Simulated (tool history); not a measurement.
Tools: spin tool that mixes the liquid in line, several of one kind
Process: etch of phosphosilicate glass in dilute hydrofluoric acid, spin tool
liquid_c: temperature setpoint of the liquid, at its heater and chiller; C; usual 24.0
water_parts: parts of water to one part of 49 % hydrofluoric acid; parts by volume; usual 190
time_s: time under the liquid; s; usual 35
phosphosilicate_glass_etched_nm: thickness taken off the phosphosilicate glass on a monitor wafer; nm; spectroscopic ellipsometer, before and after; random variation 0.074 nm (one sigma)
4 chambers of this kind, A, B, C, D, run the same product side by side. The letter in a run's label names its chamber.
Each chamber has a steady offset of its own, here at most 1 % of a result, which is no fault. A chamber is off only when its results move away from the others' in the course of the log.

run   hour  liquid_c  water_parts  time_s  read-back film thickness of the phosphosilicate glass reference wafer, read on the same gauge (nm)  phosphosilicate_glass_etched_nm
 1C   13.5      24.0          190      35                                                                                              99.992                          10.2640
 2A   25.4      24.0          190      35                                                                                             100.020                          10.2550
 3D   33.5      24.0          190      35                                                                                             100.030                          10.0090
 4B   45.0      24.0          190      35                                                                                              99.947                          10.1510
 5C   59.0      24.0          190      35                                                                                              99.981                          10.2190
 6B   70.2      24.0          190      35                                                                                              99.990                          10.1610
 7D   80.2      24.0          190      35                                                                                              99.965                          10.1200
 8A   94.1      24.0          190      35                                                                                             100.000                          10.2190
 9B  104.1      24.0          190      35                                                                                             100.030                          10.1830
10D  110.8      24.0          190      35                                                                                              99.996                          10.1050
11C  120.3      24.0          190      35                                                                                             100.030                          10.1850
12A  131.6      24.0          190      35                                                                                             100.030                          10.3070
13A  138.8      24.0          190      25                                                                                             100.030                           7.3232
14D  148.1      24.0          190      25                                                                                              99.961                           7.3031
15B  157.3      24.0          190      25                                                                                             100.020                           7.1827
16C  164.1      24.0          190      25                                                                                             100.030                           7.2866
17A  174.3      24.0          190      35                                                                                             100.060                          10.3320
18B  182.5      24.0          190      35                                                                                             100.010                          10.1350
19D  196.6      24.0          190      35                                                                                             100.010                          10.3230
20C  207.7      25.5          190      35                                                                                             100.040                          10.9340
21A  216.2      25.5          190      35                                                                                             100.000                          10.8510
22C  226.0      25.5          190      35                                                                                             100.050                          10.9080
23B  238.5      25.5          190      35                                                                                             100.060                          10.7180
24D  249.9      24.0          190      35                                                                                              99.977                          10.5740
25D  258.7      26.0          190      50                                                                                              99.981                          16.3480
26B  268.5      26.0          190      50                                                                                              99.989                          15.4030
27A  276.1      26.0          190      50                                                                                             100.020                          15.7410
     276.4  -- chamber C: thermometer replaced
     278.5  -- chamber D: hydrofluoric acid flow meter replaced
28C  289.0      26.0          190      50                                                                                             100.010                          15.5240
29B  300.0      24.0          190      35                                                                                              99.950                          10.1130
30D  310.0      24.0          190      35                                                                                             100.050                          11.0950
31A  319.8      24.0          190      35                                                                                              99.972                          10.3160
32C  326.2      21.5          190      35                                                                                             100.040                           9.2735

Next, every chamber runs the same settings. What will each give?
33A  336.3      24.0          190      20                                                                                                                                    ?
33B  336.3      24.0          190      20                                                                                                                                    ?
33C  336.3      24.0          190      20                                                                                                                                    ?
33D  336.3      24.0          190      20                                                                                                                                    ?

run  phosphosilicate_glass_etched_nm
33A                           5.8351
33B                           5.7570
33C                           5.9046
33D                           6.2731
